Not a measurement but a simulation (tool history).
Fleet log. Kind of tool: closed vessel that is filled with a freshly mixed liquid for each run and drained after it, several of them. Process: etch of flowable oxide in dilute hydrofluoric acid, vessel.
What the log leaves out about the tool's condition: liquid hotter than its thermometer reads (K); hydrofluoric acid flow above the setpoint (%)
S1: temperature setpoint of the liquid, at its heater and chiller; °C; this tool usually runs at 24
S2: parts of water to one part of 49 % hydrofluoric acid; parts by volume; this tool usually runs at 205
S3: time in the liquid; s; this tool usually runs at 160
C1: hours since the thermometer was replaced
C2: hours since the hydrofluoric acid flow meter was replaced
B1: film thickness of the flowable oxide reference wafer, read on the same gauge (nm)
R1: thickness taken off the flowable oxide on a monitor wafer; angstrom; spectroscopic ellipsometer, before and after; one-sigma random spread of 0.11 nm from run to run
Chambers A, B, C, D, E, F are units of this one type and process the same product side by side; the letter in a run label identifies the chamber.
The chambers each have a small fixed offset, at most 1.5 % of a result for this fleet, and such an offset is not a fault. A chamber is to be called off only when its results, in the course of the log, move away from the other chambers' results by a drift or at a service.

{"run": "1D", "day": 0.158, "S1": 24, "S2": 205, "S3": 160, "C1": 756.3, "C2": 218.9, "B1": 89.999, "R1": 243.53}
{"run": "2A", "day": 0.404, "S1": 24, "S2": 205, "S3": 160, "C1": 1238.8, "C2": 745, "B1": 89.987, "R1": 241}
{"run": "3C", "day": 0.688, "S1": 24, "S2": 205, "S3": 160, "C1": 1120, "C2": 184.8, "B1": 90.018, "R1": 241.77}
{"run": "4E", "day": 0.95, "S1": 24, "S2": 205, "S3": 160, "C1": 753.3, "C2": 443.2, "B1": 90.008, "R1": 241.79}
{"run": "5B", "day": 1.321, "S1": 24, "S2": 205, "S3": 160, "C1": 233.6, "C2": 390.3, "B1": 89.998, "R1": 244.22}
{"run": "6F", "day": 1.65, "S1": 24, "S2": 205, "S3": 160, "C1": 1250.4, "C2": 675.6, "B1": 89.98, "R1": 243.35}
{"run": "7B", "day": 1.879, "S1": 24, "S2": 205, "S3": 160, "C1": 247, "C2": 403.7, "B1": 89.987, "R1": 243.26}
{"run": "8E", "day": 2.196, "S1": 24, "S2": 205, "S3": 160, "C1": 783.2, "C2": 473.1, "B1": 89.999, "R1": 241.75}
{"run": "9C", "day": 2.546, "S1": 24, "S2": 205, "S3": 160, "C1": 1164.6, "C2": 229.4, "B1": 90.001, "R1": 241.07}
{"run": "10D", "day": 2.8, "S1": 24, "S2": 205, "S3": 160, "C1": 819.7, "C2": 282.3, "B1": 89.99, "R1": 241.82}
{"run": "11A", "day": 2.983, "S1": 24, "S2": 205, "S3": 160, "C1": 1300.7, "C2": 806.9, "B1": 89.993, "R1": 241.58}
{"run": "12F", "day": 3.296, "S1": 24, "S2": 205, "S3": 160, "C1": 1289.9, "C2": 715.1, "B1": 89.99, "R1": 244.6}
{"run": "13F", "day": 3.633, "S1": 24, "S2": 205, "S3": 160, "C1": 1298, "C2": 723.2, "B1": 90.003, "R1": 245.36}
{"run": "14B", "day": 3.925, "S1": 24, "S2": 205, "S3": 160, "C1": 296.1, "C2": 452.8, "B1": 89.992, "R1": 243.18}
{"day": 4.075, "done": "chamber F: thermometer replaced"}
{"run": "15E", "day": 4.192, "S1": 24, "S2": 205, "S3": 160, "C1": 831.1, "C2": 521, "B1": 89.985, "R1": 242.59}
{"run": "16A", "day": 4.421, "S1": 24, "S2": 205, "S3": 160, "C1": 1335.2, "C2": 841.4, "B1": 90.022, "R1": 241.04}
{"run": "17D", "day": 4.604, "S1": 24, "S2": 265, "S3": 190, "C1": 863, "C2": 325.6, "B1": 89.975, "R1": 209.89}
{"run": "18C", "day": 4.825, "S1": 24, "S2": 265, "S3": 190, "C1": 1219.3, "C2": 284.1, "B1": 90.016, "R1": 208.87}
{"run": "19C", "day": 5.092, "S1": 24, "S2": 265, "S3": 190, "C1": 1225.7, "C2": 290.5, "B1": 89.988, "R1": 207.82}
{"run": "20A", "day": 5.254, "S1": 24, "S2": 265, "S3": 190, "C1": 1355.2, "C2": 861.4, "B1": 90.009, "R1": 207.36}
{"run": "21F", "day": 5.517, "S1": 24, "S2": 265, "S3": 190, "C1": 34.7, "C2": 768.4, "B1": 89.999, "R1": 215.79}
{"run": "22B", "day": 5.688, "S1": 24, "S2": 265, "S3": 190, "C1": 338.4, "C2": 495.1, "B1": 90.005, "R1": 211.39}
{"day": 5.696, "done": "chamber E: thermometer replaced"}
{"run": "23D", "day": 5.892, "S1": 24, "S2": 205, "S3": 160, "C1": 893.9, "C2": 356.5, "B1": 90.005, "R1": 243.1}
{"run": "24E", "day": 6.233, "S1": 26, "S2": 205, "S3": 215, "C1": 13, "C2": 570, "B1": 89.989, "R1": 352.39}
{"run": "25B", "day": 6.45, "S1": 26, "S2": 205, "S3": 215, "C1": 356.7, "C2": 513.4, "B1": 90.01, "R1": 353.86}
{"run": "26E", "day": 6.696, "S1": 26, "S2": 205, "S3": 215, "C1": 24.1, "C2": 581.1, "B1": 89.999, "R1": 354}
{"run": "27C", "day": 6.979, "S1": 26, "S2": 205, "S3": 215, "C1": 1271, "C2": 335.8, "B1": 89.986, "R1": 348.4}
{"run": "28A", "day": 7.204, "S1": 26, "S2": 205, "S3": 215, "C1": 1402, "C2": 908.2, "B1": 90.005, "R1": 349.92}
{"run": "29D", "day": 7.375, "S1": 26, "S2": 205, "S3": 215, "C1": 929.5, "C2": 392.1, "B1": 90.014, "R1": 350.51}
{"run": "30F", "day": 7.554, "S1": 24, "S2": 115, "S3": 125, "C1": 83.6, "C2": 817.3, "B1": 90.001, "R1": 385.26}
{"run": "31C", "day": 7.738, "S1": 24, "S2": 115, "S3": 125, "C1": 1289.2, "C2": 354, "B1": 90.042, "R1": 371.66}
{"run": "32A", "day": 8.004, "S1": 24, "S2": 115, "S3": 125, "C1": 1421.2, "C2": 927.4, "B1": 89.985, "R1": 376.7}
{"run": "33D", "day": 8.204, "S1": 24, "S2": 115, "S3": 125, "C1": 949.4, "C2": 412, "B1": 89.998, "R1": 373.37}
{"run": "34B", "day": 8.45, "S1": 24, "S2": 115, "S3": 125, "C1": 404.7, "C2": 561.4, "B1": 90.019, "R1": 379.33}
{"run": "35E", "day": 8.808, "S1": 24, "S2": 115, "S3": 125, "C1": 74.8, "C2": 631.8, "B1": 90.009, "R1": 374.25}
{"run": "36F", "day": 8.983, "S1": 24, "S2": 205, "S3": 160, "C1": 117.9, "C2": 851.6, "B1": 90.001, "R1": 257.73}

For the next run the whole fleet of 6 chambers uses the same settings. Give each chamber's results:
{"run": "37A", "day": 9.25, "S1": 24, "S2": 205, "S3": 160, "R1": "?"}
{"run": "37B", "day": 9.25, "S1": 24, "S2": 205, "S3": 160, "R1": "?"}
{"run": "37C", "day": 9.25, "S1": 24, "S2": 205, "S3": 160, "R1": "?"}
{"run": "37D", "day": 9.25, "S1": 24, "S2": 205, "S3": 160, "R1": "?"}
{"run": "37E", "day": 9.25, "S1": 24, "S2": 205, "S3": 160, "R1": "?"}
{"run": "37F", "day": 9.25, "S1": 24, "S2": 205, "S3": 160, "R1": "?"}

run=37A R1=242.37
run=37B R1=243.91
run=37C R1=240.06
run=37D R1=242.82
run=37E R1=244.17
run=37F R1=258.81
